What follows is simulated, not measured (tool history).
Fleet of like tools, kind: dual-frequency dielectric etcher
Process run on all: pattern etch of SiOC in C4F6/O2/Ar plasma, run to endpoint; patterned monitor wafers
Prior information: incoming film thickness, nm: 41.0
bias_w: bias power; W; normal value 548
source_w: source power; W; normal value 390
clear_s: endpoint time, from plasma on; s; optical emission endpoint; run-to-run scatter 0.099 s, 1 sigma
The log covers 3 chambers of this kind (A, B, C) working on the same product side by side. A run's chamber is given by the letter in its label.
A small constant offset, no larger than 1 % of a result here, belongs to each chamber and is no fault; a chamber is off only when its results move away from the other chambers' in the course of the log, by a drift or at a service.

{"run": "1B", "hour": 4.1, "bias_w": 548, "source_w": 390, "clear_s": 13.4}
{"run": "2A", "hour": 7.1, "bias_w": 548, "source_w": 390, "clear_s": 13.406}
{"run": "3C", "hour": 11.1, "bias_w": 548, "source_w": 390, "clear_s": 13.409}
{"run": "4A", "hour": 13.4, "bias_w": 548, "source_w": 390, "clear_s": 13.305}
{"run": "5C", "hour": 16.0, "bias_w": 548, "source_w": 390, "clear_s": 13.379}
{"run": "6B", "hour": 19.3, "bias_w": 548, "source_w": 390, "clear_s": 13.494}
{"run": "7A", "hour": 22.2, "bias_w": 548, "source_w": 390, "clear_s": 13.333}
{"hour": 24.0, "done": "chamber B: wet clean of the chamber"}
{"run": "8B", "hour": 24.8, "bias_w": 548, "source_w": 390, "clear_s": 13.481}
{"run": "9C", "hour": 28.0, "bias_w": 665, "source_w": 360, "clear_s": 12.785}
{"run": "10A", "hour": 31.2, "bias_w": 665, "source_w": 360, "clear_s": 12.774}
{"run": "11B", "hour": 34.8, "bias_w": 665, "source_w": 360, "clear_s": 12.949}
{"hour": 36.0, "done": "chamber C: wet clean of the chamber"}
{"run": "12C", "hour": 38.3, "bias_w": 548, "source_w": 390, "clear_s": 13.539}
{"run": "13A", "hour": 41.6, "bias_w": 548, "source_w": 390, "clear_s": 13.282}
{"run": "14C", "hour": 45.1, "bias_w": 548, "source_w": 390, "clear_s": 13.396}
{"run": "15B", "hour": 47.3, "bias_w": 548, "source_w": 390, "clear_s": 13.392}
{"run": "16A", "hour": 49.9, "bias_w": 548, "source_w": 390, "clear_s": 13.388}
{"run": "17C", "hour": 52.9, "bias_w": 548, "source_w": 390, "clear_s": 13.41}
{"run": "18B", "hour": 57.3, "bias_w": 548, "source_w": 390, "clear_s": 13.427}
{"run": "19A", "hour": 61.9, "bias_w": 548, "source_w": 390, "clear_s": 13.217}
{"run": "20C", "hour": 64.5, "bias_w": 548, "source_w": 390, "clear_s": 13.31}
{"run": "21B", "hour": 67.0, "bias_w": 612, "source_w": 390, "clear_s": 12.923}
{"run": "22B", "hour": 71.0, "bias_w": 612, "source_w": 390, "clear_s": 12.926}
{"run": "23C", "hour": 74.1, "bias_w": 612, "source_w": 390, "clear_s": 12.851}
{"run": "24A", "hour": 78.4, "bias_w": 548, "source_w": 390, "clear_s": 13.188}
{"run": "25B", "hour": 80.7, "bias_w": 548, "source_w": 390, "clear_s": 13.42}
{"run": "26C", "hour": 84.6, "bias_w": 548, "source_w": 390, "clear_s": 13.378}
{"run": "27A", "hour": 89.1, "bias_w": 548, "source_w": 390, "clear_s": 13.294}
{"run": "28C", "hour": 92.2, "bias_w": 548, "source_w": 390, "clear_s": 13.396}
{"run": "29A", "hour": 96.4, "bias_w": 548, "source_w": 390, "clear_s": 13.273}
{"run": "30B", "hour": 101.2, "bias_w": 505, "source_w": 480, "clear_s": 12.926}
{"run": "31A", "hour": 105.3, "bias_w": 505, "source_w": 480, "clear_s": 12.808}
{"run": "32B", "hour": 108.0, "bias_w": 505, "source_w": 480, "clear_s": 12.773}
{"run": "33C", "hour": 112.1, "bias_w": 548, "source_w": 390, "clear_s": 13.241}
{"run": "34A", "hour": 114.5, "bias_w": 548, "source_w": 390, "clear_s": 13.366}
{"run": "35B", "hour": 118.2, "bias_w": 548, "source_w": 390, "clear_s": 13.431}
{"run": "36C", "hour": 122.0, "bias_w": 548, "source_w": 390, "clear_s": 13.358}
{"run": "37C", "hour": 126.5, "bias_w": 548, "source_w": 390, "clear_s": 13.378}
{"run": "38B", "hour": 129.2, "bias_w": 548, "source_w": 390, "clear_s": 13.51}

One chamber off, gauge drift, or nothing amiss beyond the chambers' own small offsets? If it is a chamber, which one, and what is the likeliest cause?

Beyond each chamber's small constant offset nothing stands out, and the gauge stays steady.
